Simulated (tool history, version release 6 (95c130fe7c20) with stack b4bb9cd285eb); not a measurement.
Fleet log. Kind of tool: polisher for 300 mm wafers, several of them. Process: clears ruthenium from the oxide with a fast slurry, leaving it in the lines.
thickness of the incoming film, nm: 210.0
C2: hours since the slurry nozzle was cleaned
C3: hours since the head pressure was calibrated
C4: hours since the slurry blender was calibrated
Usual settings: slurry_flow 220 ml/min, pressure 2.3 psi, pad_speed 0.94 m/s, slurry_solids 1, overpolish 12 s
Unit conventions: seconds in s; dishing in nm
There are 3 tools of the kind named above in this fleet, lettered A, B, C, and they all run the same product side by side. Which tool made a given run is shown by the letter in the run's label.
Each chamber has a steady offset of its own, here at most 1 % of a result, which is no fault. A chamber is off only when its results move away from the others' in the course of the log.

run 1C hour=6.1 | slurry_flow=220 pressure=2.3 pad_speed=0.94 slurry_solids=1 overpolish=12 | wafers_polished_on_this_pad=249 C2=290.4 C3=334.3 C4=67.9 | seconds=56.361 dishing=34.613
-- hour=7.3 chamber C: slurry nozzle cleaned
run 2B hour=12.1 | slurry_flow=220 pressure=2.3 pad_speed=0.94 slurry_solids=1 overpolish=12 | wafers_polished_on_this_pad=892 C2=231.4 C3=203.2 C4=321.2 | seconds=55.7 dishing=34.568
run 3A hour=16.5 | slurry_flow=220 pressure=2.3 pad_speed=0.94 slurry_solids=1 overpolish=12 | wafers_polished_on_this_pad=413 C2=637.5 C3=633.9 C4=138.2 | seconds=57.576 dishing=34.759
run 4A hour=23.8 | slurry_flow=220 pressure=2.3 pad_speed=0.94 slurry_solids=1 overpolish=12 | wafers_polished_on_this_pad=470 C2=644.8 C3=641.2 C4=145.5 | seconds=58.353 dishing=33.213
-- hour=29 chamber A: slurry blender recalibrated
run 5C hour=31.4 | slurry_flow=220 pressure=2.3 pad_speed=0.94 slurry_solids=1 overpolish=12 | wafers_polished_on_this_pad=445 C2=24.2 C3=359.6 C4=93.2 | seconds=57.11 dishing=35.099
run 6B hour=39 | slurry_flow=220 pressure=2.3 pad_speed=0.94 slurry_solids=1 overpolish=12 | wafers_polished_on_this_pad=1100 C2=258.3 C3=230.1 C4=348.1 | seconds=57.814 dishing=35.315
-- hour=44 chamber C: worn pad replaced by a new one
run 7C hour=44.5 | slurry_flow=220 pressure=2.3 pad_speed=0.7 slurry_solids=1 overpolish=12 | wafers_polished_on_this_pad=4 C2=37.3 C3=372.7 C4=106.3 | seconds=75.719 dishing=26.863
-- hour=50.5 chamber B: worn pad replaced by a new one
run 8B hour=51.2 | slurry_flow=220 pressure=2.3 pad_speed=0.7 slurry_solids=1 overpolish=12 | wafers_polished_on_this_pad=5 C2=270.5 C3=242.3 C4=360.3 | seconds=75.927 dishing=26.939
run 9A hour=57.9 | slurry_flow=220 pressure=2.3 pad_speed=0.7 slurry_solids=1 overpolish=12 | wafers_polished_on_this_pad=734 C2=678.9 C3=675.3 C4=29 | seconds=77.85 dishing=25.756
run 10C hour=64.6 | slurry_flow=220 pressure=2.3 pad_speed=0.94 slurry_solids=1 overpolish=12 | wafers_polished_on_this_pad=160 C2=57.4 C3=392.8 C4=126.4 | seconds=56.589 dishing=33.707
-- hour=66.9 chamber B: slurry blender recalibrated
run 11A hour=70.4 | slurry_flow=220 pressure=2.3 pad_speed=0.94 slurry_solids=1 overpolish=12 | wafers_polished_on_this_pad=831 C2=691.4 C3=687.8 C4=41.5 | seconds=57.925 dishing=34.896
run 12B hour=75.1 | slurry_flow=220 pressure=2.3 pad_speed=0.94 slurry_solids=1 overpolish=12 | wafers_polished_on_this_pad=190 C2=294.4 C3=266.2 C4=8.2 | seconds=56.78 dishing=35.444
-- hour=78.2 chamber A: slurry nozzle cleaned
run 13C hour=80.4 | slurry_flow=220 pressure=2.3 pad_speed=0.94 slurry_solids=1 overpolish=12 | wafers_polished_on_this_pad=282 C2=73.2 C3=408.6 C4=142.2 | seconds=57.436 dishing=35.842
run 14B hour=88.3 | slurry_flow=220 pressure=2.3 pad_speed=0.94 slurry_solids=1 overpolish=12 | wafers_polished_on_this_pad=293 C2=307.6 C3=279.4 C4=21.4 | seconds=56.112 dishing=35.461
run 15A hour=94.5 | slurry_flow=220 pressure=2.3 pad_speed=0.94 slurry_solids=1 overpolish=12 | wafers_polished_on_this_pad=1018 C2=16.3 C3=711.9 C4=65.6 | seconds=57.518 dishing=34.789
run 16B hour=101.6 | slurry_flow=220 pressure=2.3 pad_speed=0.94 slurry_solids=1 overpolish=12 | wafers_polished_on_this_pad=396 C2=320.9 C3=292.7 C4=34.7 | seconds=53.94 dishing=36.082
run 17C hour=108.4 | slurry_flow=220 pressure=2.3 pad_speed=0.94 slurry_solids=1 overpolish=12 | wafers_polished_on_this_pad=499 C2=101.2 C3=436.6 C4=170.2 | seconds=57.854 dishing=33.871
run 18A hour=117.3 | slurry_flow=220 pressure=2.3 pad_speed=0.94 slurry_solids=1 overpolish=12 | wafers_polished_on_this_pad=1194 C2=39.1 C3=734.7 C4=88.4 | seconds=59.72 dishing=33.597
run 19C hour=123.2 | slurry_flow=220 pressure=2.3 pad_speed=0.94 slurry_solids=1 overpolish=12 | wafers_polished_on_this_pad=614 C2=116 C3=451.4 C4=185 | seconds=56.311 dishing=35.463
run 20B hour=128 | slurry_flow=220 pressure=2.3 pad_speed=0.94 slurry_solids=1 overpolish=12 | wafers_polished_on_this_pad=600 C2=347.3 C3=319.1 C4=61.1 | seconds=56.589 dishing=35.771
-- hour=129.3 chamber B: slurry nozzle cleaned
-- hour=133.8 chamber C: worn pad replaced by a new one
run 21A hour=133.8 | slurry_flow=220 pressure=2.3 pad_speed=0.94 slurry_solids=1 overpolish=12 | wafers_polished_on_this_pad=1322 C2=55.6 C3=751.2 C4=104.9 | seconds=59.159 dishing=33.844
run 22A hour=138.8 | slurry_flow=220 pressure=2.3 pad_speed=0.94 slurry_solids=1 overpolish=12 | wafers_polished_on_this_pad=1361 C2=60.6 C3=756.2 C4=109.9 | seconds=59.173 dishing=32.798
run 23B hour=145 | slurry_flow=220 pressure=2.3 pad_speed=0.94 slurry_solids=1 overpolish=12 | wafers_polished_on_this_pad=732 C2=15.7 C3=336.1 C4=78.1 | seconds=55.318 dishing=34.805
run 24C hour=154.1 | slurry_flow=220 pressure=2.3 pad_speed=0.94 slurry_solids=1 overpolish=12 | wafers_polished_on_this_pad=157 C2=146.9 C3=482.3 C4=215.9 | seconds=55.71 dishing=34.076
run 25B hour=159.7 | slurry_flow=220 pressure=2.3 pad_speed=0.94 slurry_solids=1 overpolish=12 | wafers_polished_on_this_pad=846 C2=30.4 C3=350.8 C4=92.8 | seconds=56.519 dishing=34.859
run 26A hour=164.4 | slurry_flow=220 pressure=2.3 pad_speed=0.94 slurry_solids=1 overpolish=12 | wafers_polished_on_this_pad=1559 C2=86.2 C3=781.8 C4=135.5 | seconds=62.298 dishing=32.069
-- hour=170.6 chamber A: slurry blender recalibrated
run 27C hour=173.5 | slurry_flow=220 pressure=2.3 pad_speed=0.94 slurry_solids=1 overpolish=12 | wafers_polished_on_this_pad=307 C2=166.3 C3=501.7 C4=235.3 | seconds=57.797 dishing=34.762
run 28A hour=177.8 | slurry_flow=220 pressure=2.3 pad_speed=0.94 slurry_solids=1 overpolish=12 | wafers_polished_on_this_pad=1663 C2=99.6 C3=795.2 C4=7.3 | seconds=61.927 dishing=32.488
run 29C hour=185.9 | slurry_flow=220 pressure=2.3 pad_speed=0.94 slurry_solids=1 overpolish=12 | wafers_polished_on_this_pad=403 C2=178.7 C3=514.1 C4=247.7 | seconds=55.462 dishing=35.115
run 30B hour=192.4 | slurry_flow=220 pressure=2.3 pad_speed=0.94 slurry_solids=1 overpolish=12 | wafers_polished_on_this_pad=1099 C2=63.1 C3=383.5 C4=125.5 | seconds=56.385 dishing=35.945
-- hour=193.7 chamber B: worn pad replaced by a new one
run 31A hour=198.2 | slurry_flow=220 pressure=2.3 pad_speed=0.94 slurry_solids=1 overpolish=12 | wafers_polished_on_this_pad=1821 C2=120 C3=815.6 C4=27.7 | seconds=64.029 dishing=31.242
run 32C hour=204.9 | slurry_flow=220 pressure=2.3 pad_speed=0.94 slurry_solids=1 overpolish=12 | wafers_polished_on_this_pad=551 C2=197.7 C3=533.1 C4=266.7 | seconds=56.106 dishing=34.935
run 33B hour=211.7 | slurry_flow=220 pressure=2.3 pad_speed=0.94 slurry_solids=1 overpolish=12 | wafers_polished_on_this_pad=140 C2=82.4 C3=402.8 C4=144.8 | seconds=57.424 dishing=34.58

Each of the 3 chambers runs these same settings next. Fill in every chamber's results:
run 34A hour=218.3 | slurry_flow=220 pressure=2.3 pad_speed=0.94 slurry_solids=1 overpolish=12 | seconds=? dishing=?
run 34B hour=218.3 | slurry_flow=220 pressure=2.3 pad_speed=0.94 slurry_solids=1 overpolish=12 | seconds=? dishing=?
run 34C hour=218.3 | slurry_flow=220 pressure=2.3 pad_speed=0.94 slurry_solids=1 overpolish=12 | seconds=? dishing=?

run=34A seconds=64.001 dishing=31.504
run=34B seconds=55.882 dishing=35.344
run=34C seconds=57.395 dishing=33.541

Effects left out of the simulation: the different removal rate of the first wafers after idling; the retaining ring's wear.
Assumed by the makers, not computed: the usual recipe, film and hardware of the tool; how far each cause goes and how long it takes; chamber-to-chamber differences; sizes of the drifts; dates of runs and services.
